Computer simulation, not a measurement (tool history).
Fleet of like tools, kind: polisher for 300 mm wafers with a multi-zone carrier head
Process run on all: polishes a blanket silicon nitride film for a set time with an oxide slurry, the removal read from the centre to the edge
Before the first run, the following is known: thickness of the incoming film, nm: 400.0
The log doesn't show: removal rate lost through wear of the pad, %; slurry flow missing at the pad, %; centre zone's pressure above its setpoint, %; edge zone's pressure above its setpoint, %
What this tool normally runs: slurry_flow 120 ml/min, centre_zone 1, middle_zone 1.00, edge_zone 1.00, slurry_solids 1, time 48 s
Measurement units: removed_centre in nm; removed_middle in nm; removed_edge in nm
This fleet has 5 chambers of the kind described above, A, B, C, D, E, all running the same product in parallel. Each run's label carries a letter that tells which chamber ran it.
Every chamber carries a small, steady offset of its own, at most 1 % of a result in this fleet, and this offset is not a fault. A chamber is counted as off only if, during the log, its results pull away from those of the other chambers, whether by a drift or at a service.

run   hour  slurry_flow  centre_zone  middle_zone  edge_zone  slurry_solids  time  wafers polished on this pad  hours since the slurry nozzle was cleaned  hours since the centre zone pressure was calibrated  hours since the edge zone pressure was calibrated  removed_centre  removed_middle  removed_edge
 1D    3.9          120            1         1.00       1.00              1    48                          755                                      212.5                                                131.3                                              148.9          37.582          37.519        38.013
       7.1  -- chamber A: slurry nozzle cleaned
       9.0  -- chamber D: worn pad replaced by a new one
 2E   10.1          120            1         1.00       1.00              1    48                          560                                       20.7                                                 47.5                                              387.9          37.410          37.205        37.245
 3C   16.1          120            1         1.00       1.00              1    48                          885                                      573.8                                                112.1                                              387.7          36.712          37.316        37.461
      16.4  -- chamber E: worn pad replaced by a new one
 4A   20.0          120            1         1.00       1.00              1    48                         1058                                       12.9                                                607.9                                             1252.2          38.296          37.645        36.771
      20.7  -- chamber C: worn pad replaced by a new one
      23.5  -- chamber B: worn pad replaced by a new one
 5B   25.4          120            1         1.00       1.00              1    48                           25                                      657.2                                                410.5                                              347.5          36.408          37.188        38.186
      28.7  -- chamber A: worn pad replaced by a new one
 6A   30.0          120            1         1.00       1.00              1    48                           17                                       22.9                                                617.9                                             1262.2          36.969          37.359        37.754
 7E   33.6           95            1         1.00       1.00              1    48                          226                                       44.2                                                 71.0                                              411.4          34.945          34.788        36.551
 8D   37.0           95            1         1.00       1.00              1    48                          368                                      245.6                                                164.4                                              182.0          35.099          35.262        36.186
 9C   41.0           95            1         1.00       1.00              1    48                          267                                      598.7                                                137.0                                              412.6          34.360          35.273        35.744
10B   45.9           95            1         1.00       1.00              1    48                          295                                      677.7                                                431.0                                              368.0          34.254          35.008        34.890
11B   51.8           95            1         1.00       1.00              1    48                          372                                      683.6                                                436.9                                              373.9          34.413          35.117        35.592
12D   58.0          120            1         1.00       1.00              1    48                          645                                      266.6                                                185.4                                              203.0          38.172          37.507        38.576
13A   64.6          120            1         1.00       1.00              1    48                          472                                       57.5                                                652.5                                             1296.8          37.887          37.294        36.989
14E   68.6          120            1         1.00       1.00              1    48                          687                                       79.2                                                106.0                                              446.4          37.632          36.908        37.629
      71.1  -- chamber A: centre zone pressure recalibrated
      71.2  -- chamber B: worn pad replaced by a new one
      73.3  -- chamber E: worn pad replaced by a new one
15C   73.7          120            1         1.00       1.00              1    48                          697                                      631.4                                                169.7                                              445.3          37.190          37.149        36.673
16B   77.6          120            1         1.00       1.00              1    48                           84                                      709.4                                                462.7                                              399.7          38.951          37.789        37.185
      79.9  -- chamber B: slurry nozzle cleaned
17E   82.4          120            1         1.00       1.00              1    48                          120                                       93.0                                                119.8                                              460.2          37.612          37.269        36.954
      86.9  -- chamber D: worn pad replaced by a new one
18D   88.8          120            1         1.00       1.00              1    48                           26                                      297.4                                                216.2                                              233.8          36.995          37.401        37.576
19C   94.6          120            1         1.00       1.00              1    48                          972                                      652.3                                                190.6                                              466.2          37.978          37.561        38.414
20A   98.3          120            1         1.00       1.00              1    48                          916                                       91.2                                                 27.2                                             1330.5          37.302          37.601        37.624
     101.0  -- chamber C: worn pad replaced by a new one
21C  102.3          120            1         1.00       1.00              1    48                           17                                      660.0                                                198.3                                              473.9          37.226          37.452        37.165
22A  106.6          120            1         1.00       1.00              1    48                         1025                                       99.5                                                 35.5                                             1338.8          37.574          36.782        37.785
23B  110.3          120            1         1.00       1.00              1    48                          514                                       30.5                                                495.4                                              432.4          39.662          37.157        37.236
     113.2  -- chamber B: worn pad replaced by a new one
24D  113.3          120            1         1.00       1.00              1    48                          348                                      321.9                                                240.7                                              258.3          37.577          37.579        37.648
     115.2  -- chamber A: worn pad replaced by a new one
     116.5  -- chamber A: edge zone pressure recalibrated
25E  117.0          120            1         1.00       1.00              1    48                          575                                      127.6                                                154.4                                              494.8          37.215          36.861        37.791
26E  121.6          120            1         1.11       1.04              1    48                          636                                      132.2                                                159.0                                              499.4          37.530          41.044        38.108
27C  125.2          120            1         1.11       1.04              1    48                          318                                      682.9                                                221.2                                              496.8          37.374          41.466        38.720
     125.3  -- chamber E: worn pad replaced by a new one
28D  130.9          120            1         1.11       1.04              1    48                          580                                      339.5                                                258.3                                              275.9          37.701          41.730        37.711
29A  135.9          120            1         1.11       1.04              1    48                          272                                      128.8                                                 64.8                                               19.4          38.866          41.150        37.472
30B  139.3          120            1         1.11       1.04              1    48                          344                                       59.5                                                524.4                                              461.4          39.670          41.286        37.516
31E  143.7          120            1         1.00       1.00              1    48                          242                                      154.3                                                181.1                                              521.5          37.665          37.500        37.113
32D  147.1          120            1         1.00       1.00              1    48                          793                                      355.7                                                274.5                                              292.1          36.757          37.350        37.603
33B  154.0          120            1         1.00       1.00              1    48                          537                                       74.2                                                539.1                                              476.1          40.477          37.537        36.486
34A  157.4          120            1         1.00       1.00              1    48                          555                                      150.3                                                 86.3                                               40.9          37.331          36.742        37.201

Which is it: a chamber that has drifted or been left off by a service, a gauge drift common to all chambers, or only each chamber's usual small offset? If a chamber is off, name it and its likeliest cause.

Chamber B drifts away from the others.
What lies behind it: centre zone's pressure above its setpoint, % = 9.77.

Chamber B could run next with any of the 4 candidate recipes listed below; each alters the usual settings, and their results appear as question marks. Which one brings its results back in line with what the other chambers deliver on the usual settings?
Counts as in line when no further than this from what the other chambers average on the usual settings: removed_centre 1.700 nm; removed_middle 1.000 nm; removed_edge 1.900 nm
35B-1  162.5          115         0.92         1.01       1.03              1    48                                                                                                                                                                                               ?               ?             ?
35B-2  162.5          125         1.08         0.99       0.97              1    48                                                                                                                                                                                               ?               ?             ?
35B-3  162.5          120         1.01         1.00       0.99              1    48                                                                                                                                                                                               ?               ?             ?
35B-4  162.5          120         0.99         1.00       1.01              1    48                                                                                                                                                                                               ?               ?             ?

Other chambers, usual settings, mean: removed_centre 37.426 nm; removed_middle 37.321 nm; removed_edge 37.368 nm
  run  removed_centre  removed_middle  removed_edge
35B-1          37.263          37.501        37.323
35B-2          45.434          37.529        36.677
35B-3          41.778          37.530        36.819
35B-4          40.872          37.534        37.208
35B-1 is the one that brings the chamber's results back in line with the other chambers.
